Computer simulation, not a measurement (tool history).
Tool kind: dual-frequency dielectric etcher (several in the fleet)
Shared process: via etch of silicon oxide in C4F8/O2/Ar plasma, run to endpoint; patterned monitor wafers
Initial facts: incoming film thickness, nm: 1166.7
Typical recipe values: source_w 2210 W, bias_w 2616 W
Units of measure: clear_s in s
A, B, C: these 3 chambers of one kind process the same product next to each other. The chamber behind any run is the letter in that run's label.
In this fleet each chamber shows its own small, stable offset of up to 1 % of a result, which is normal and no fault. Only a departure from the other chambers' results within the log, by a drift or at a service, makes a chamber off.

run	hour	source_w	bias_w	clear_s
1A	8.7	2210	2616	206.04
2C	15.4	2210	2616	204.35
3B	21.1	2210	2616	205.55
4B	31.8	2210	2616	205.37
5A	41.1	2210	2616	207.00
# hour 48.0: chamber A: source power generator calibrated
6C	50.8	2210	2616	203.85
7B	56.6	2210	2616	204.90
8C	69.1	2210	2616	203.51
9A	80.4	2210	2616	205.31
10B	86.3	2700	2616	189.86
11A	92.5	2700	2616	190.18
12C	99.6	2700	2616	188.30
13B	111.2	2210	2616	206.05
14A	122.7	2210	2616	205.42
15C	134.0	2210	2616	203.53
16B	143.4	2210	2616	206.03
17A	149.0	2210	2616	205.80
18C	160.4	2210	2616	203.42
19B	169.2	2210	2616	204.15
20C	178.7	2210	2616	203.15
21A	189.7	2210	2616	205.96
22C	200.3	2210	2616	204.52
23A	208.9	2210	2616	205.74
24B	221.8	2210	2616	202.45
25A	234.6	2210	2616	205.75
26C	242.0	2210	2616	204.14
27B	253.0	2440	2850	188.15
# hour 259.9: chamber C: wet clean of the chamber
28B	265.6	2440	2850	189.51
29C	272.3	2440	2850	190.88
# hour 275.3: chamber A: wet clean of the chamber
30A	279.8	2570	3162	182.50
31C	285.7	2570	3162	180.65
32B	297.6	2570	3162	179.22
33A	309.6	2210	2616	204.86
34C	322.4	2210	2616	203.66
35B	332.9	2210	2616	197.68
36A	344.0	2210	2616	206.04
37A	351.6	2210	2616	205.21
38B	358.1	2610	2342	191.15
39C	364.5	2610	2342	196.20
40C	372.3	2610	2342	197.83
41A	382.8	2210	2616	205.22
42B	389.4	2210	2616	195.63

One chamber off, gauge drift, or nothing amiss beyond the chambers' own small offsets? If it is a chamber, which one, and what is the likeliest cause?

One chamber, B, drifts off from the rest bit by bit.
Likeliest cause: etch rate over this chamber's usual, % = 4.98.

Chamber B could run next with any of the 4 candidate recipes listed below; each alters the usual settings, and their results appear as question marks. Which one brings its results back in line with what the other chambers deliver on the usual settings?
In line here means within this much of the mean the other chambers give on the usual settings: clear_s 2.90 s
43B-1	398.7	2060	2479	?
43B-2	398.7	2210	3225	?
43B-3	398.7	1960	2399	?
43B-4	398.7	2360	2753	?

The mean the other chambers reach with the usual settings: clear_s 204.72 s
run	clear_s
43B-1	204.67
43B-2	183.82
43B-3	210.82
43B-4	187.91
43B-1 puts the chamber back in line with the other chambers.
